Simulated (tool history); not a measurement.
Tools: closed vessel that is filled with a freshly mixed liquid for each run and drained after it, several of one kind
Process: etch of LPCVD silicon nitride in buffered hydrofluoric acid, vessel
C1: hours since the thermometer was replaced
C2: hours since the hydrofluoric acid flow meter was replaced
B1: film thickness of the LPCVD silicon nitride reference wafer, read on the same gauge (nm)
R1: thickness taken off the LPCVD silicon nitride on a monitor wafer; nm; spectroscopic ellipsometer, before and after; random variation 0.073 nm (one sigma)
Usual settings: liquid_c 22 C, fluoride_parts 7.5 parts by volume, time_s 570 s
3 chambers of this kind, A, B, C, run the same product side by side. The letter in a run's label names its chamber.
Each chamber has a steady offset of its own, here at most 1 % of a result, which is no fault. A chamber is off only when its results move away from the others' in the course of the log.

run 1C hour=13.0 | liquid_c=22 fluoride_parts=7.5 time_s=570 | C1=291.9 C2=269.6 | B1=39.984 | R1=9.4638
run 2B hour=25.2 | liquid_c=22 fluoride_parts=7.5 time_s=570 | C1=180.5 C2=264.6 | B1=39.979 | R1=9.3238
run 3A hour=37.9 | liquid_c=22 fluoride_parts=7.5 time_s=570 | C1=476.3 C2=336.4 | B1=39.975 | R1=9.3805
run 4A hour=48.4 | liquid_c=22 fluoride_parts=7.5 time_s=570 | C1=486.8 C2=346.9 | B1=39.978 | R1=9.4067
run 5B hour=61.6 | liquid_c=22 fluoride_parts=7.5 time_s=570 | C1=216.9 C2=301.0 | B1=40.008 | R1=9.4065
run 6C hour=72.2 | liquid_c=22 fluoride_parts=7.5 time_s=570 | C1=351.1 C2=328.8 | B1=39.996 | R1=9.3423
run 7A hour=78.1 | liquid_c=22 fluoride_parts=9.5 time_s=570 | C1=516.5 C2=376.6 | B1=40.000 | R1=7.4060
run 8B hour=89.4 | liquid_c=22 fluoride_parts=9.5 time_s=570 | C1=244.7 C2=328.8 | B1=39.976 | R1=7.4290
run 9C hour=101.1 | liquid_c=22 fluoride_parts=9.5 time_s=570 | C1=380.0 C2=357.7 | B1=39.977 | R1=7.5313
run 10A hour=109.1 | liquid_c=22 fluoride_parts=7.5 time_s=570 | C1=547.5 C2=407.6 | B1=39.996 | R1=9.4705
run 11C hour=121.6 | liquid_c=22 fluoride_parts=7.5 time_s=570 | C1=400.5 C2=378.2 | B1=40.020 | R1=9.3815
run 12B hour=133.0 | liquid_c=22 fluoride_parts=7.5 time_s=570 | C1=288.3 C2=372.4 | B1=40.001 | R1=9.3900
run 13B hour=145.6 | liquid_c=22 fluoride_parts=7.5 time_s=570 | C1=300.9 C2=385.0 | B1=39.998 | R1=9.3832
run 14A hour=154.8 | liquid_c=22 fluoride_parts=7.5 time_s=570 | C1=593.2 C2=453.3 | B1=39.991 | R1=9.3091
run 15C hour=166.3 | liquid_c=22 fluoride_parts=7.5 time_s=570 | C1=445.2 C2=422.9 | B1=40.014 | R1=9.5969
run 16B hour=173.7 | liquid_c=22 fluoride_parts=7.5 time_s=570 | C1=329.0 C2=413.1 | B1=40.001 | R1=9.2959
run 17A hour=184.1 | liquid_c=26 fluoride_parts=7.5 time_s=570 | C1=622.5 C2=482.6 | B1=40.002 | R1=11.5970
run 18C hour=195.6 | liquid_c=26 fluoride_parts=7.5 time_s=570 | C1=474.5 C2=452.2 | B1=39.976 | R1=11.5990
run 19C hour=203.7 | liquid_c=26 fluoride_parts=7.5 time_s=570 | C1=482.6 C2=460.3 | B1=40.002 | R1=11.7520
run 20B hour=212.4 | liquid_c=22 fluoride_parts=7.5 time_s=570 | C1=367.7 C2=451.8 | B1=40.002 | R1=9.2281
run 21A hour=222.7 | liquid_c=18 fluoride_parts=6.0 time_s=570 | C1=661.1 C2=521.2 | B1=39.989 | R1=9.2961
run 22C hour=230.3 | liquid_c=18 fluoride_parts=6.0 time_s=570 | C1=509.2 C2=486.9 | B1=40.032 | R1=9.2022
-- hour=233.1 chamber A: hydrofluoric acid flow meter replaced
run 23B hour=237.2 | liquid_c=18 fluoride_parts=6.0 time_s=570 | C1=392.5 C2=476.6 | B1=40.005 | R1=9.1648
run 24A hour=249.4 | liquid_c=22 fluoride_parts=7.5 time_s=570 | C1=687.8 C2=16.4 | B1=40.001 | R1=9.4596
run 25A hour=255.2 | liquid_c=22 fluoride_parts=7.5 time_s=570 | C1=693.6 C2=22.2 | B1=39.989 | R1=9.3839
run 26B hour=262.6 | liquid_c=22 fluoride_parts=7.5 time_s=570 | C1=417.9 C2=502.0 | B1=39.988 | R1=9.0066
run 27C hour=269.5 | liquid_c=22 fluoride_parts=7.5 time_s=570 | C1=548.4 C2=526.1 | B1=40.007 | R1=9.4130
run 28C hour=277.9 | liquid_c=22 fluoride_parts=7.5 time_s=570 | C1=556.8 C2=534.5 | B1=40.015 | R1=9.3227
run 29B hour=286.1 | liquid_c=22 fluoride_parts=7.5 time_s=570 | C1=441.4 C2=525.5 | B1=39.998 | R1=8.9765
run 30A hour=298.6 | liquid_c=22 fluoride_parts=7.5 time_s=570 | C1=737.0 C2=65.6 | B1=40.024 | R1=9.5405
run 31C hour=308.8 | liquid_c=22 fluoride_parts=7.5 time_s=570 | C1=587.7 C2=565.4 | B1=40.016 | R1=9.5443
run 32B hour=317.3 | liquid_c=22 fluoride_parts=7.5 time_s=570 | C1=472.6 C2=556.7 | B1=39.996 | R1=8.9644
run 33A hour=325.8 | liquid_c=22 fluoride_parts=7.5 time_s=570 | C1=764.2 C2=92.8 | B1=39.988 | R1=9.4136
run 34C hour=337.7 | liquid_c=22 fluoride_parts=7.5 time_s=570 | C1=616.6 C2=594.3 | B1=40.003 | R1=9.5380
run 35A hour=347.6 | liquid_c=22 fluoride_parts=7.5 time_s=570 | C1=786.0 C2=114.6 | B1=39.993 | R1=9.4602

All 3 chambers run these settings next. Forecast each chamber's results:
run 36A hour=357.2 | liquid_c=22 fluoride_parts=7.5 time_s=570 | R1=?
run 36B hour=357.2 | liquid_c=22 fluoride_parts=7.5 time_s=570 | R1=?
run 36C hour=357.2 | liquid_c=22 fluoride_parts=7.5 time_s=570 | R1=?

run=36A R1=9.3471
run=36B R1=8.8921
run=36C R1=9.4862
